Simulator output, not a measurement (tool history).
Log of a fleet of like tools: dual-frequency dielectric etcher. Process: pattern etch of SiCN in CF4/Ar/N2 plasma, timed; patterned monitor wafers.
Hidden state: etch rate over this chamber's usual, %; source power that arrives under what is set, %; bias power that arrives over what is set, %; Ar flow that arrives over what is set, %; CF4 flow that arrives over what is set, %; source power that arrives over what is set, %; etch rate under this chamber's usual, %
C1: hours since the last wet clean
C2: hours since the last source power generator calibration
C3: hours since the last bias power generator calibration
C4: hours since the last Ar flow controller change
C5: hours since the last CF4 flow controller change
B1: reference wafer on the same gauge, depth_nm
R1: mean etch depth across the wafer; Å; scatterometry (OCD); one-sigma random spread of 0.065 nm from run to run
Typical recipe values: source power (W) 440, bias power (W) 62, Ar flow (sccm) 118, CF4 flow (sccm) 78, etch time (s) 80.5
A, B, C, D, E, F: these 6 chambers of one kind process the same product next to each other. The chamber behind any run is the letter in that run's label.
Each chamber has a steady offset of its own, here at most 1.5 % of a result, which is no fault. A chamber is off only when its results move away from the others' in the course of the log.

run 1A hour=5.2 | source_power_(W)=440 bias_power_(W)=62 Ar_flow_(sccm)=118 CF4_flow_(sccm)=78 etch_time_(s)=80.5 | C1=27.4 C2=3051 C3=1246.1 C4=799.2 C5=1802.9 | B1=67.895 | R1=640.96
run 2B hour=10.6 | source_power_(W)=440 bias_power_(W)=62 Ar_flow_(sccm)=118 CF4_flow_(sccm)=78 etch_time_(s)=80.5 | C1=33.2 C2=2648.2 C3=719.1 C4=1121.1 C5=3016.8 | B1=67.894 | R1=644.01
run 3C hour=13.7 | source_power_(W)=440 bias_power_(W)=62 Ar_flow_(sccm)=118 CF4_flow_(sccm)=78 etch_time_(s)=80.5 | C1=508.6 C2=3238.4 C3=1936.2 C4=2713.5 C5=89.6 | B1=67.896 | R1=639.23
run 4D hour=17.3 | source_power_(W)=440 bias_power_(W)=62 Ar_flow_(sccm)=118 CF4_flow_(sccm)=78 etch_time_(s)=80.5 | C1=45 C2=834.4 C3=214.4 C4=797.3 C5=3438.5 | B1=67.853 | R1=643.08
run 5E hour=21.4 | source_power_(W)=440 bias_power_(W)=62 Ar_flow_(sccm)=118 CF4_flow_(sccm)=78 etch_time_(s)=80.5 | C1=76.2 C2=3308.8 C3=2049.1 C4=600.4 C5=484.7 | B1=67.861 | R1=641.5
run 6F hour=25.6 | source_power_(W)=440 bias_power_(W)=62 Ar_flow_(sccm)=118 CF4_flow_(sccm)=78 etch_time_(s)=80.5 | C1=197 C2=1089 C3=227.8 C4=1558.3 C5=3966.2 | B1=67.866 | R1=646.17
-- hour=28.7 chamber C: wet clean of the chamber
run 7A hour=29.3 | source_power_(W)=440 bias_power_(W)=62 Ar_flow_(sccm)=118 CF4_flow_(sccm)=78 etch_time_(s)=80.5 | C1=51.5 C2=3075.1 C3=1270.2 C4=823.3 C5=1827 | B1=67.843 | R1=640.76
run 8B hour=33.2 | source_power_(W)=440 bias_power_(W)=62 Ar_flow_(sccm)=107 CF4_flow_(sccm)=95 etch_time_(s)=80.5 | C1=55.8 C2=2670.8 C3=741.7 C4=1143.7 C5=3039.4 | B1=67.826 | R1=674.41
run 9F hour=37.9 | source_power_(W)=440 bias_power_(W)=62 Ar_flow_(sccm)=107 CF4_flow_(sccm)=95 etch_time_(s)=80.5 | C1=209.3 C2=1101.3 C3=240.1 C4=1570.6 C5=3978.5 | B1=67.839 | R1=675.73
run 10C hour=42.3 | source_power_(W)=440 bias_power_(W)=62 Ar_flow_(sccm)=107 CF4_flow_(sccm)=95 etch_time_(s)=80.5 | C1=13.7 C2=3267 C3=1964.8 C4=2742.1 C5=118.2 | B1=67.821 | R1=668.3
run 11E hour=45.2 | source_power_(W)=440 bias_power_(W)=62 Ar_flow_(sccm)=107 CF4_flow_(sccm)=95 etch_time_(s)=80.5 | C1=100 C2=3332.6 C3=2072.9 C4=624.2 C5=508.5 | B1=67.824 | R1=671.49
run 12D hour=48.3 | source_power_(W)=440 bias_power_(W)=62 Ar_flow_(sccm)=107 CF4_flow_(sccm)=95 etch_time_(s)=80.5 | C1=76 C2=865.4 C3=245.4 C4=828.3 C5=3469.5 | B1=67.811 | R1=673.22
run 13A hour=53.3 | source_power_(W)=440 bias_power_(W)=62 Ar_flow_(sccm)=107 CF4_flow_(sccm)=95 etch_time_(s)=80.5 | C1=75.5 C2=3099.1 C3=1294.2 C4=847.3 C5=1851 | B1=67.829 | R1=670.1
run 14B hour=57.8 | source_power_(W)=440 bias_power_(W)=62 Ar_flow_(sccm)=118 CF4_flow_(sccm)=78 etch_time_(s)=80.5 | C1=80.4 C2=2695.4 C3=766.3 C4=1168.3 C5=3064 | B1=67.801 | R1=644.22
run 15C hour=60.8 | source_power_(W)=440 bias_power_(W)=62 Ar_flow_(sccm)=118 CF4_flow_(sccm)=78 etch_time_(s)=80.5 | C1=32.2 C2=3285.5 C3=1983.3 C4=2760.6 C5=136.7 | B1=67.802 | R1=637.41
run 16D hour=64.5 | source_power_(W)=530 bias_power_(W)=62 Ar_flow_(sccm)=92 CF4_flow_(sccm)=78 etch_time_(s)=80.5 | C1=92.2 C2=881.6 C3=261.6 C4=844.5 C5=3485.7 | B1=67.801 | R1=786.87
run 17F hour=67.9 | source_power_(W)=530 bias_power_(W)=62 Ar_flow_(sccm)=92 CF4_flow_(sccm)=78 etch_time_(s)=80.5 | C1=239.3 C2=1131.3 C3=270.1 C4=1600.6 C5=4008.5 | B1=67.778 | R1=787.89
run 18E hour=73.3 | source_power_(W)=530 bias_power_(W)=62 Ar_flow_(sccm)=92 CF4_flow_(sccm)=78 etch_time_(s)=80.5 | C1=128.1 C2=3360.7 C3=2101 C4=652.3 C5=536.6 | B1=67.772 | R1=787.35
run 19B hour=77.9 | source_power_(W)=530 bias_power_(W)=62 Ar_flow_(sccm)=92 CF4_flow_(sccm)=78 etch_time_(s)=80.5 | C1=100.5 C2=2715.5 C3=786.4 C4=1188.4 C5=3084.1 | B1=67.765 | R1=791.37
run 20A hour=81.2 | source_power_(W)=530 bias_power_(W)=62 Ar_flow_(sccm)=92 CF4_flow_(sccm)=78 etch_time_(s)=80.5 | C1=103.4 C2=3127 C3=1322.1 C4=875.2 C5=1878.9 | B1=67.768 | R1=783.9
run 21C hour=85.9 | source_power_(W)=530 bias_power_(W)=62 Ar_flow_(sccm)=92 CF4_flow_(sccm)=78 etch_time_(s)=80.5 | C1=57.3 C2=3310.6 C3=2008.4 C4=2785.7 C5=161.8 | B1=67.731 | R1=780.6
run 22E hour=88.4 | source_power_(W)=440 bias_power_(W)=62 Ar_flow_(sccm)=118 CF4_flow_(sccm)=78 etch_time_(s)=80.5 | C1=143.2 C2=3375.8 C3=2116.1 C4=667.4 C5=551.7 | B1=67.736 | R1=640.69
run 23F hour=92.9 | source_power_(W)=440 bias_power_(W)=62 Ar_flow_(sccm)=118 CF4_flow_(sccm)=78 etch_time_(s)=80.5 | C1=264.3 C2=1156.3 C3=295.1 C4=1625.6 C5=4033.5 | B1=67.756 | R1=644.53
run 24D hour=98.5 | source_power_(W)=440 bias_power_(W)=62 Ar_flow_(sccm)=118 CF4_flow_(sccm)=78 etch_time_(s)=80.5 | C1=126.2 C2=915.6 C3=295.6 C4=878.5 C5=3519.7 | B1=67.746 | R1=643.49
run 25A hour=103 | source_power_(W)=440 bias_power_(W)=62 Ar_flow_(sccm)=118 CF4_flow_(sccm)=78 etch_time_(s)=80.5 | C1=125.2 C2=3148.8 C3=1343.9 C4=897 C5=1900.7 | B1=67.731 | R1=638.68
run 26D hour=107.6 | source_power_(W)=440 bias_power_(W)=62 Ar_flow_(sccm)=118 CF4_flow_(sccm)=78 etch_time_(s)=80.5 | C1=135.3 C2=924.7 C3=304.7 C4=887.6 C5=3528.8 | B1=67.701 | R1=642.66
-- hour=109.4 chamber A: CF4 flow controller replaced
run 27F hour=110.5 | source_power_(W)=440 bias_power_(W)=62 Ar_flow_(sccm)=118 CF4_flow_(sccm)=78 etch_time_(s)=80.5 | C1=281.9 C2=1173.9 C3=312.7 C4=1643.2 C5=4051.1 | B1=67.707 | R1=643.33
run 28E hour=115.9 | source_power_(W)=440 bias_power_(W)=62 Ar_flow_(sccm)=118 CF4_flow_(sccm)=78 etch_time_(s)=80.5 | C1=170.7 C2=3403.3 C3=2143.6 C4=694.9 C5=579.2 | B1=67.707 | R1=640.38
run 29B hour=119.4 | source_power_(W)=390 bias_power_(W)=62 Ar_flow_(sccm)=118 CF4_flow_(sccm)=78 etch_time_(s)=80.5 | C1=142 C2=2757 C3=827.9 C4=1229.9 C5=3125.6 | B1=67.706 | R1=577.03
run 30C hour=123.9 | source_power_(W)=390 bias_power_(W)=62 Ar_flow_(sccm)=118 CF4_flow_(sccm)=78 etch_time_(s)=80.5 | C1=95.3 C2=3348.6 C3=2046.4 C4=2823.7 C5=199.8 | B1=67.691 | R1=572.51
run 31B hour=126.9 | source_power_(W)=390 bias_power_(W)=62 Ar_flow_(sccm)=118 CF4_flow_(sccm)=78 etch_time_(s)=80.5 | C1=149.5 C2=2764.5 C3=835.4 C4=1237.4 C5=3133.1 | B1=67.69 | R1=577.07
run 32F hour=129.8 | source_power_(W)=390 bias_power_(W)=62 Ar_flow_(sccm)=118 CF4_flow_(sccm)=78 etch_time_(s)=80.5 | C1=301.2 C2=1193.2 C3=332 C4=1662.5 C5=4070.4 | B1=67.678 | R1=579.83
run 33E hour=132.5 | source_power_(W)=390 bias_power_(W)=62 Ar_flow_(sccm)=118 CF4_flow_(sccm)=78 etch_time_(s)=80.5 | C1=187.3 C2=3419.9 C3=2160.2 C4=711.5 C5=595.8 | B1=67.668 | R1=575.17
run 34D hour=137.6 | source_power_(W)=390 bias_power_(W)=62 Ar_flow_(sccm)=118 CF4_flow_(sccm)=78 etch_time_(s)=80.5 | C1=165.3 C2=954.7 C3=334.7 C4=917.6 C5=3558.8 | B1=67.681 | R1=579.48
run 35C hour=142.4 | source_power_(W)=440 bias_power_(W)=62 Ar_flow_(sccm)=118 CF4_flow_(sccm)=70 etch_time_(s)=101.5 | C1=113.8 C2=3367.1 C3=2064.9 C4=2842.2 C5=218.3 | B1=67.668 | R1=789.83
run 36A hour=145.9 | source_power_(W)=440 bias_power_(W)=62 Ar_flow_(sccm)=118 CF4_flow_(sccm)=70 etch_time_(s)=101.5 | C1=168.1 C2=3191.7 C3=1386.8 C4=939.9 C5=36.5 | B1=67.65 | R1=791.38
run 37A hour=151.5 | source_power_(W)=440 bias_power_(W)=62 Ar_flow_(sccm)=118 CF4_flow_(sccm)=70 etch_time_(s)=101.5 | C1=173.7 C2=3197.3 C3=1392.4 C4=945.5 C5=42.1 | B1=67.621 | R1=790.66
run 38B hour=155.9 | source_power_(W)=440 bias_power_(W)=62 Ar_flow_(sccm)=118 CF4_flow_(sccm)=70 etch_time_(s)=101.5 | C1=178.5 C2=2793.5 C3=864.4 C4=1266.4 C5=3162.1 | B1=67.615 | R1=795.13
run 39C hour=160.6 | source_power_(W)=440 bias_power_(W)=62 Ar_flow_(sccm)=118 CF4_flow_(sccm)=70 etch_time_(s)=101.5 | C1=132 C2=3385.3 C3=2083.1 C4=2860.4 C5=236.5 | B1=67.616 | R1=789.62

Each of the 6 chambers runs these same settings next. Fill in every chamber's results:
run 40A hour=164.7 | source_power_(W)=440 bias_power_(W)=62 Ar_flow_(sccm)=118 CF4_flow_(sccm)=78 etch_time_(s)=80.5 | R1=?
run 40B hour=164.7 | source_power_(W)=440 bias_power_(W)=62 Ar_flow_(sccm)=118 CF4_flow_(sccm)=78 etch_time_(s)=80.5 | R1=?
run 40C hour=164.7 | source_power_(W)=440 bias_power_(W)=62 Ar_flow_(sccm)=118 CF4_flow_(sccm)=78 etch_time_(s)=80.5 | R1=?
run 40D hour=164.7 | source_power_(W)=440 bias_power_(W)=62 Ar_flow_(sccm)=118 CF4_flow_(sccm)=78 etch_time_(s)=80.5 | R1=?
run 40E hour=164.7 | source_power_(W)=440 bias_power_(W)=62 Ar_flow_(sccm)=118 CF4_flow_(sccm)=78 etch_time_(s)=80.5 | R1=?
run 40F hour=164.7 | source_power_(W)=440 bias_power_(W)=62 Ar_flow_(sccm)=118 CF4_flow_(sccm)=78 etch_time_(s)=80.5 | R1=?

run=40A R1=638.88
run=40B R1=641.45
run=40C R1=636.35
run=40D R1=641.46
run=40E R1=638.92
run=40F R1=643.81

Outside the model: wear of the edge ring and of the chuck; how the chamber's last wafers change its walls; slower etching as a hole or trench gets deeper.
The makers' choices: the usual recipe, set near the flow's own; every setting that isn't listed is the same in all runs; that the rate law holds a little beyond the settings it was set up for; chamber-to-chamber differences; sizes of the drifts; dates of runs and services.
